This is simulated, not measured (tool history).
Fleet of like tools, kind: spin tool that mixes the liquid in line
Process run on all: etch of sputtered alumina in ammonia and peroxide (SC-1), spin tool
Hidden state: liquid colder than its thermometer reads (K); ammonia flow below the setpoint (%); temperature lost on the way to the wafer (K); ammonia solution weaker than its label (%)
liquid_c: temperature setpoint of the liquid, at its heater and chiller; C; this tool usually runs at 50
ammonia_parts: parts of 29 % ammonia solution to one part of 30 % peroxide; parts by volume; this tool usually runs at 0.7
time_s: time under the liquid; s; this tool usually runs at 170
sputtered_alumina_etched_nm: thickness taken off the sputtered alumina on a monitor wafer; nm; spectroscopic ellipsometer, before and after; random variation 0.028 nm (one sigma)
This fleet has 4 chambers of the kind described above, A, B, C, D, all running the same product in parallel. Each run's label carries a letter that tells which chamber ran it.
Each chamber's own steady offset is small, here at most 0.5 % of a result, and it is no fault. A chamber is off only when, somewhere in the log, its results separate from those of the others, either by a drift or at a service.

| run | day | liquid_c | ammonia_parts | time_s | hours since the thermometer was replaced | hours since the ammonia flow meter was replaced | hours since the heated supply line was repaired | hours since the drum of ammonia solution was connected | read-back film thickness of the sputtered alumina reference wafer, read on the same gauge (nm) | sputtered_alumina_etched_nm |
|---|---|---|---|---|---|---|---|---|---|---|
| 1C | 0.521 | 50 | 0.7 | 170 | 2031.9 | 854.8 | 2198.9 | 134.4 | 60.021 | 7.1157 |
| 2D | 0.988 | 50 | 0.7 | 170 | 345.6 | 619.5 | 470.1 | 256 | 59.983 | 7.1684 |
| 3B | 1.308 | 50 | 0.7 | 170 | 1415.2 | 887.1 | 920.4 | 157.6 | 59.949 | 7.1438 |
| 4A | 1.833 | 50 | 0.7 | 170 | 159.4 | 337.2 | 1587.4 | 760.4 | 60.001 | 7.1695 |
| 5C | 2.429 | 50 | 0.7 | 170 | 2077.7 | 900.6 | 2244.7 | 180.2 | 60.008 | 7.1043 |
| 6B | 2.746 | 50 | 0.7 | 170 | 1449.7 | 921.6 | 954.9 | 192.1 | 59.966 | 7.1393 |
| 7D | 3.367 | 50 | 0.7 | 170 | 402.7 | 676.6 | 527.2 | 313.1 | 60.025 | 7.105 |
| 8A | 3.708 | 50 | 0.7 | 170 | 204.4 | 382.2 | 1632.4 | 805.4 | 59.994 | 7.1858 |
| 9D | 4.042 | 50 | 0.45 | 170 | 418.9 | 692.8 | 543.4 | 329.3 | 60.014 | 6.8558 |
| 10B | 4.688 | 50 | 0.45 | 170 | 1496.3 | 968.2 | 1001.5 | 238.7 | 60.034 | 6.7933 |
| 11C | 5.021 | 50 | 0.45 | 170 | 2139.9 | 962.8 | 2306.9 | 242.4 | 60.037 | 6.7824 |
|  | 5.367 | chamber B: new drum of ammonia solution connected |
| 12A | 5.438 | 50 | 0.45 | 170 | 245.9 | 423.7 | 1673.9 | 846.9 | 60.019 | 6.8647 |
| 13B | 5.921 | 50 | 0.7 | 170 | 1525.9 | 997.8 | 1031.1 | 13.4 | 60.042 | 7.1275 |
| 14D | 6.458 | 50 | 0.7 | 170 | 476.9 | 750.8 | 601.4 | 387.3 | 59.995 | 7.1221 |
| 15A | 6.825 | 50 | 1.05 | 250 | 279.2 | 457 | 1707.2 | 880.2 | 60.038 | 10.981 |
|  | 6.946 | chamber D: ammonia flow meter replaced |
| 16C | 7.208 | 50 | 1.05 | 250 | 2192.4 | 1015.3 | 2359.4 | 294.9 | 60.021 | 10.873 |
| 17C | 7.708 | 50 | 1.05 | 250 | 2204.4 | 1027.3 | 2371.4 | 306.9 | 59.954 | 10.834 |
|  | 7.783 | chamber D: thermometer replaced |
| 18A | 8.162 | 50 | 1.05 | 250 | 311.3 | 489.1 | 1739.3 | 912.3 | 60.018 | 10.957 |
| 19D | 8.571 | 50 | 0.7 | 170 | 19 | 39.1 | 652.1 | 438 | 59.982 | 7.0944 |
| 20B | 8.962 | 50 | 0.7 | 170 | 1598.9 | 1070.8 | 1104.1 | 86.4 | 60 | 7.0665 |
| 21B | 9.246 | 50 | 0.7 | 170 | 1605.7 | 1077.6 | 1110.9 | 93.2 | 59.982 | 7.0663 |
| 22C | 9.904 | 50 | 0.7 | 170 | 2257.1 | 1080 | 2424.1 | 359.6 | 60.03 | 7.0714 |
|  | 10.158 | chamber A: new drum of ammonia solution connected |
|  | 10.342 | chamber C: new drum of ammonia solution connected |
| 23A | 10.438 | 50 | 0.7 | 95 | 365.9 | 543.7 | 1793.9 | 6.8 | 59.963 | 4.0175 |
| 24D | 11.038 | 50 | 0.7 | 95 | 78.2 | 98.3 | 711.3 | 497.2 | 59.989 | 3.9841 |
|  | 11.062 | chamber A: ammonia flow meter replaced |
| 25B | 11.408 | 50 | 0.7 | 95 | 1657.6 | 1129.5 | 1162.8 | 145.1 | 60.023 | 3.8876 |
| 26D | 11.983 | 50 | 0.7 | 95 | 100.9 | 121 | 734 | 519.9 | 59.966 | 3.9896 |
| 27C | 12.571 | 50 | 0.7 | 170 | 2321.1 | 1144 | 2488.1 | 53.5 | 59.995 | 7.0432 |
| 28A | 13.067 | 50 | 0.7 | 170 | 429 | 48.2 | 1857 | 69.9 | 59.994 | 7.1832 |
| 29D | 13.383 | 50 | 0.7 | 170 | 134.5 | 154.6 | 767.6 | 553.5 | 60.029 | 7.1519 |
| 30A | 13.7 | 50 | 0.7 | 170 | 444.2 | 63.4 | 1872.2 | 85.1 | 59.999 | 7.1969 |
|  | 13.846 | chamber B: new drum of ammonia solution connected |
| 31B | 14.325 | 50 | 0.7 | 170 | 1727.6 | 1199.5 | 1232.8 | 11.5 | 60.006 | 6.8973 |
| 32C | 14.954 | 50 | 0.7 | 170 | 2378.3 | 1201.2 | 2545.3 | 110.7 | 60.017 | 7.0488 |
| 33C | 15.608 | 50 | 0.7 | 170 | 2394 | 1216.9 | 2561 | 126.4 | 59.991 | 7.0597 |
| 34B | 15.933 | 50 | 0.7 | 170 | 1766.2 | 1238.1 | 1271.4 | 50.1 | 59.998 | 6.8566 |
| 35D | 16.529 | 50 | 0.7 | 170 | 210 | 230.1 | 843.1 | 629 | 59.977 | 7.1253 |
| 36A | 16.971 | 50 | 0.7 | 170 | 522.7 | 141.9 | 1950.7 | 163.6 | 59.975 | 7.2033 |
| 37A | 17.475 | 50 | 0.7 | 170 | 534.8 | 154 | 1962.8 | 175.7 | 60.005 | 7.1533 |
| 38B | 17.958 | 50 | 0.7 | 170 | 1814.8 | 1286.7 | 1320 | 98.7 | 59.964 | 6.7599 |
| 39C | 18.617 | 50 | 0.7 | 170 | 2466.2 | 1289.1 | 2633.2 | 198.6 | 60.001 | 7.0329 |

The same settings go to every chamber for the next run, one line per chamber below. Forecast the results for each:
| 40A | 19.092 | 50 | 0.7 | 170 |  |  |  |  |  | ? |
| 40B | 19.092 | 50 | 0.7 | 170 |  |  |  |  |  | ? |
| 40C | 19.092 | 50 | 0.7 | 170 |  |  |  |  |  | ? |
| 40D | 19.092 | 50 | 0.7 | 170 |  |  |  |  |  | ? |

| run | sputtered_alumina_etched_nm |
|---|---|
| 40A | 7.1573 |
| 40B | 6.767 |
| 40C | 7.1227 |
| 40D | 7.1026 |
